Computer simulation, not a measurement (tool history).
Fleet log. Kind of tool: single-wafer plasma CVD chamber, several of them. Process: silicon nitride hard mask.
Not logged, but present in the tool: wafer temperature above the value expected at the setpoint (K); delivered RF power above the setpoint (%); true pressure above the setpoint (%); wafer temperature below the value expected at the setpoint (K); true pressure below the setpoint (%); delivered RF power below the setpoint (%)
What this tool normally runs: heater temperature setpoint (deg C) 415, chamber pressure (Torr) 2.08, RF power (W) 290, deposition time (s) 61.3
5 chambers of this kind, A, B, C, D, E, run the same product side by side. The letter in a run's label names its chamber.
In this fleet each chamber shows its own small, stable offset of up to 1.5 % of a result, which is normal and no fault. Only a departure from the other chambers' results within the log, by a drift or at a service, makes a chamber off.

| run | day | heater temperature setpoint (deg C) | chamber pressure (Torr) | RF power (W) | deposition time (s) | hours since the last thermocouple change | hours since the last RF generator calibration | hours since the last manometer calibration | read-back reference wafer on the same gauge, thickness_nm | mean film thickness on the monitor wafer (Å) |
|---|---|---|---|---|---|---|---|---|---|---|
| 1C | 0.096 | 415 | 2.08 | 290 | 61.3 | 987.3 | 965.9 | 847.5 | 69.229 | 744.23 |
| 2E | 0.262 | 415 | 2.08 | 290 | 61.3 | 210.4 | 1353.3 | 1272.4 | 69.232 | 739.03 |
| 3B | 0.362 | 415 | 2.08 | 290 | 61.3 | 1932 | 282.9 | 523.1 | 69.253 | 734.44 |
| 4D | 0.529 | 415 | 2.08 | 290 | 61.3 | 1812.6 | 1186.3 | 821 | 69.238 | 733.73 |
| 5A | 0.671 | 415 | 2.08 | 290 | 61.3 | 1308.4 | 63.3 | 400.3 | 69.262 | 726.12 |
| 6A | 0.858 | 415 | 2.08 | 290 | 61.3 | 1312.9 | 67.8 | 404.8 | 69.264 | 727.26 |
| 7B | 0.979 | 415 | 2.34 | 290 | 61.3 | 1946.8 | 297.7 | 537.9 | 69.274 | 758.12 |
| 8E | 1.096 | 415 | 2.34 | 290 | 61.3 | 230.4 | 1373.3 | 1292.4 | 69.267 | 759.12 |
| 9D | 1.283 | 415 | 2.34 | 290 | 61.3 | 1830.7 | 1204.4 | 839.1 | 69.288 | 757.46 |
| 10C | 1.392 | 415 | 2.34 | 290 | 61.3 | 1018.4 | 997 | 878.6 | 69.304 | 767.97 |
| 11B | 1.546 | 415 | 2.34 | 290 | 61.3 | 1960.4 | 311.3 | 551.5 | 69.321 | 759.21 |
| 12D | 1.658 | 415 | 2.08 | 290 | 61.3 | 1839.7 | 1213.4 | 848.1 | 69.346 | 734.47 |
| 13E | 1.783 | 415 | 2.08 | 290 | 61.3 | 246.9 | 1389.8 | 1308.9 | 69.329 | 738.18 |
| 14A | 1.95 | 415 | 2.08 | 290 | 61.3 | 1339.1 | 94 | 431 | 69.326 | 727.49 |
| 15C | 2.05 | 415 | 2.08 | 290 | 61.3 | 1034.2 | 1012.8 | 894.4 | 69.346 | 745.13 |
| 16B | 2.229 | 415 | 2.08 | 290 | 61.3 | 1976.8 | 327.7 | 567.9 | 69.356 | 735.8 |
| 17C | 2.421 | 415 | 2.08 | 290 | 61.3 | 1043.1 | 1021.7 | 903.3 | 69.375 | 748.05 |
| 18A | 2.6 | 415 | 2.08 | 290 | 61.3 | 1354.7 | 109.6 | 446.6 | 69.394 | 729.79 |
| 19E | 2.788 | 404 | 1.85 | 290 | 61.3 | 271 | 1413.9 | 1333 | 69.385 | 720.53 |
| 20D | 2.954 | 404 | 1.85 | 290 | 61.3 | 1870.8 | 1244.5 | 879.2 | 69.443 | 717.43 |
| 21D | 3.058 | 404 | 1.85 | 290 | 61.3 | 1873.3 | 1247 | 881.7 | 69.435 | 716.42 |
| 22C | 3.196 | 404 | 1.85 | 290 | 61.3 | 1061.7 | 1040.3 | 921.9 | 69.44 | 727.23 |
| 23E | 3.392 | 404 | 1.85 | 290 | 61.3 | 285.5 | 1428.4 | 1347.5 | 69.444 | 721.5 |
|  | 3.412 | chamber B: thermocouple changed; heater temperature recalibrated |
| 24B | 3.588 | 415 | 2.08 | 290 | 61.3 | 4.2 | 360.3 | 600.5 | 69.464 | 736.29 |
| 25A | 3.725 | 415 | 2.08 | 290 | 61.3 | 1381.7 | 136.6 | 473.6 | 69.46 | 729.55 |
| 26A | 3.821 | 415 | 2.08 | 290 | 61.3 | 1384 | 138.9 | 475.9 | 69.461 | 727.06 |
| 27B | 4.004 | 415 | 2.08 | 290 | 61.3 | 14.2 | 370.3 | 610.5 | 69.478 | 736.31 |
| 28E | 4.162 | 415 | 2.08 | 290 | 61.3 | 304 | 1446.9 | 1366 | 69.507 | 739.43 |
| 29C | 4.338 | 415 | 2.08 | 290 | 61.3 | 1089.1 | 1067.7 | 949.3 | 69.503 | 747.66 |
| 30D | 4.45 | 415 | 2.08 | 290 | 61.3 | 1906.7 | 1280.4 | 915.1 | 69.55 | 737.78 |
| 31B | 4.567 | 415 | 2.08 | 290 | 61.3 | 27.7 | 383.8 | 624 | 69.539 | 736.79 |
| 32C | 4.658 | 415 | 2.08 | 290 | 61.3 | 1096.8 | 1075.4 | 957 | 69.515 | 749.06 |
| 33E | 4.758 | 415 | 2.08 | 290 | 61.3 | 318.3 | 1461.2 | 1380.3 | 69.532 | 740.53 |
| 34D | 4.917 | 415 | 2.08 | 290 | 56.3 | 1917.9 | 1291.6 | 926.3 | 69.549 | 676.43 |

What goes on in this fleet: one chamber off, a drifting gauge, or nothing beyond the chambers' own small offsets? Name the chamber and the cause, if any.

Gauge drift. The chambers move together only on paper, and none stands off.
Cause: gauge reads high (%) = 0.528.
